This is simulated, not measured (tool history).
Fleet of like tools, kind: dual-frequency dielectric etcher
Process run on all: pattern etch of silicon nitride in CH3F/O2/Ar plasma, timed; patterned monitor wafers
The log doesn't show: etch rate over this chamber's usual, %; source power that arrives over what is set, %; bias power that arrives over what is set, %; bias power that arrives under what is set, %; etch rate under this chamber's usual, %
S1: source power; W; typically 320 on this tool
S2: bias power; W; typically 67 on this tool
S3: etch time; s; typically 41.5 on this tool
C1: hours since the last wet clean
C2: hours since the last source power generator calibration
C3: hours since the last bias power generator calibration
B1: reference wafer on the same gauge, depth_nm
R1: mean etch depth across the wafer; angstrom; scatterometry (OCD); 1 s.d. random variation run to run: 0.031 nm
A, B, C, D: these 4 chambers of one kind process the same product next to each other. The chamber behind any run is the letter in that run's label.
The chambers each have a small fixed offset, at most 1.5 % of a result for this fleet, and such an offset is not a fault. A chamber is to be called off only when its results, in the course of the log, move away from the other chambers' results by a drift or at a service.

| run | day | S1 | S2 | S3 | C1 | C2 | C3 | B1 | R1 |
|---|---|---|---|---|---|---|---|---|---|
| 1C | 0.233 | 320 | 67 | 41.5 | 365.3 | 623.1 | 395.9 | 24.304 | 263.49 |
| 2B | 0.471 | 320 | 67 | 41.5 | 221.8 | 1327.2 | 3098.2 | 24.302 | 258.66 |
|  | 0.529 | chamber C: wet clean of the chamber |
| 3A | 0.75 | 320 | 67 | 41.5 | 75.5 | 3248.3 | 163.4 | 24.303 | 262.2 |
| 4D | 1.079 | 320 | 67 | 41.5 | 223 | 2333 | 846.8 | 24.316 | 259.6 |
| 5C | 1.275 | 320 | 67 | 41.5 | 17.9 | 648.1 | 420.9 | 24.311 | 263.7 |
| 6D | 1.704 | 320 | 67 | 41.5 | 238 | 2348 | 861.8 | 24.312 | 259.8 |
| 7A | 1.996 | 320 | 67 | 41.5 | 105.4 | 3278.2 | 193.3 | 24.314 | 262.53 |
| 8B | 2.292 | 280 | 74 | 41.5 | 265.5 | 1370.9 | 3141.9 | 24.314 | 254.74 |
| 9D | 2.725 | 280 | 74 | 41.5 | 262.5 | 2372.5 | 886.3 | 24.321 | 255.56 |
| 10B | 3.133 | 280 | 74 | 41.5 | 285.7 | 1391.1 | 3162.1 | 24.328 | 255.29 |
| 11C | 3.371 | 280 | 74 | 41.5 | 68.2 | 698.4 | 471.2 | 24.321 | 259.74 |
| 12A | 3.812 | 320 | 67 | 41.5 | 149 | 3321.8 | 236.9 | 24.334 | 262.58 |
| 13A | 4.046 | 320 | 67 | 41.5 | 154.6 | 3327.4 | 242.5 | 24.332 | 262.14 |
| 14B | 4.292 | 320 | 67 | 41.5 | 313.5 | 1418.9 | 3189.9 | 24.327 | 258.99 |
| 15D | 4.542 | 320 | 67 | 41.5 | 306.1 | 2416.1 | 929.9 | 24.346 | 260.51 |
| 16C | 4.904 | 300 | 67 | 41.5 | 105 | 735.2 | 508 | 24.339 | 256.8 |
| 17C | 5.175 | 300 | 67 | 41.5 | 111.5 | 741.7 | 514.5 | 24.349 | 257.16 |
| 18A | 5.488 | 300 | 67 | 41.5 | 189.2 | 3362 | 277.1 | 24.353 | 255.66 |
|  | 5.533 | chamber B: wet clean of the chamber |
| 19D | 5.904 | 300 | 67 | 41.5 | 338.8 | 2448.8 | 962.6 | 24.352 | 253.36 |
| 20B | 6.308 | 320 | 67 | 41.5 | 18.7 | 1467.3 | 3238.3 | 24.356 | 259.04 |
| 21B | 6.746 | 320 | 67 | 41.5 | 29.2 | 1477.8 | 3248.8 | 24.357 | 259.18 |
| 22D | 7.025 | 320 | 67 | 41.5 | 365.7 | 2475.7 | 989.5 | 24.36 | 259.95 |
| 23A | 7.217 | 320 | 67 | 41.5 | 230.7 | 3403.5 | 318.6 | 24.368 | 262.25 |
| 24C | 7.458 | 320 | 67 | 41.5 | 166.3 | 796.5 | 569.3 | 24.371 | 263.32 |
| 25A | 7.867 | 320 | 67 | 41.5 | 246.3 | 3419.1 | 334.2 | 24.365 | 262.44 |
| 26C | 8.212 | 320 | 67 | 41.5 | 184.4 | 814.6 | 587.4 | 24.374 | 264.05 |
| 27B | 8.5 | 320 | 67 | 41.5 | 71.3 | 1519.9 | 3290.9 | 24.377 | 259.48 |
| 28D | 8.792 | 270 | 82 | 41.5 | 408.1 | 2518.1 | 1031.9 | 24.377 | 262.26 |
| 29C | 9.054 | 270 | 82 | 41.5 | 204.6 | 834.8 | 607.6 | 24.372 | 265.88 |
| 30D | 9.258 | 270 | 82 | 41.5 | 419.3 | 2529.3 | 1043.1 | 24.384 | 261.53 |
| 31B | 9.525 | 270 | 82 | 41.5 | 95.9 | 1544.5 | 3315.5 | 24.38 | 261.27 |
| 32A | 9.946 | 320 | 67 | 41.5 | 296.2 | 3469 | 384.1 | 24.386 | 262.82 |
| 33A | 10.367 | 320 | 67 | 41.5 | 306.3 | 3479.1 | 394.2 | 24.387 | 262.23 |
| 34C | 10.708 | 320 | 67 | 41.5 | 244.3 | 874.5 | 647.3 | 24.393 | 264.03 |
| 35B | 10.908 | 320 | 67 | 41.5 | 129.1 | 1577.7 | 3348.7 | 24.397 | 259.84 |
| 36D | 11.242 | 320 | 67 | 41.5 | 466.9 | 2576.9 | 1090.7 | 24.392 | 260.98 |
| 37A | 11.496 | 320 | 67 | 41.5 | 333.4 | 3506.2 | 421.3 | 24.394 | 262.93 |
| 38B | 11.804 | 320 | 67 | 41.5 | 150.6 | 1599.2 | 3370.2 | 24.402 | 259.62 |
| 39D | 12.154 | 320 | 67 | 41.5 | 488.8 | 2598.8 | 1112.6 | 24.407 | 260.37 |
| 40C | 12.517 | 320 | 67 | 41.5 | 287.7 | 917.9 | 690.7 | 24.401 | 264.37 |
| 41B | 12.717 | 320 | 67 | 41.5 | 172.5 | 1621.1 | 3392.1 | 24.41 | 260.17 |
| 42C | 13.088 | 370 | 53 | 41.5 | 301.4 | 931.6 | 704.4 | 24.412 | 258.8 |
| 43D | 13.404 | 370 | 53 | 41.5 | 518.8 | 2628.8 | 1142.6 | 24.414 | 255.28 |
| 44A | 13.692 | 370 | 53 | 41.5 | 386.1 | 3558.9 | 474 | 24.416 | 258.16 |

Which is it: a chamber that has drifted or been left off by a service, a gauge drift common to all chambers, or only each chamber's usual small offset? If a chamber is off, name it and its likeliest cause.

No chamber is off; the gauge reading every chamber's wafers drifts, which makes the whole fleet appear to move together.
Likeliest cause: gauge reads high (%) = 0.495.
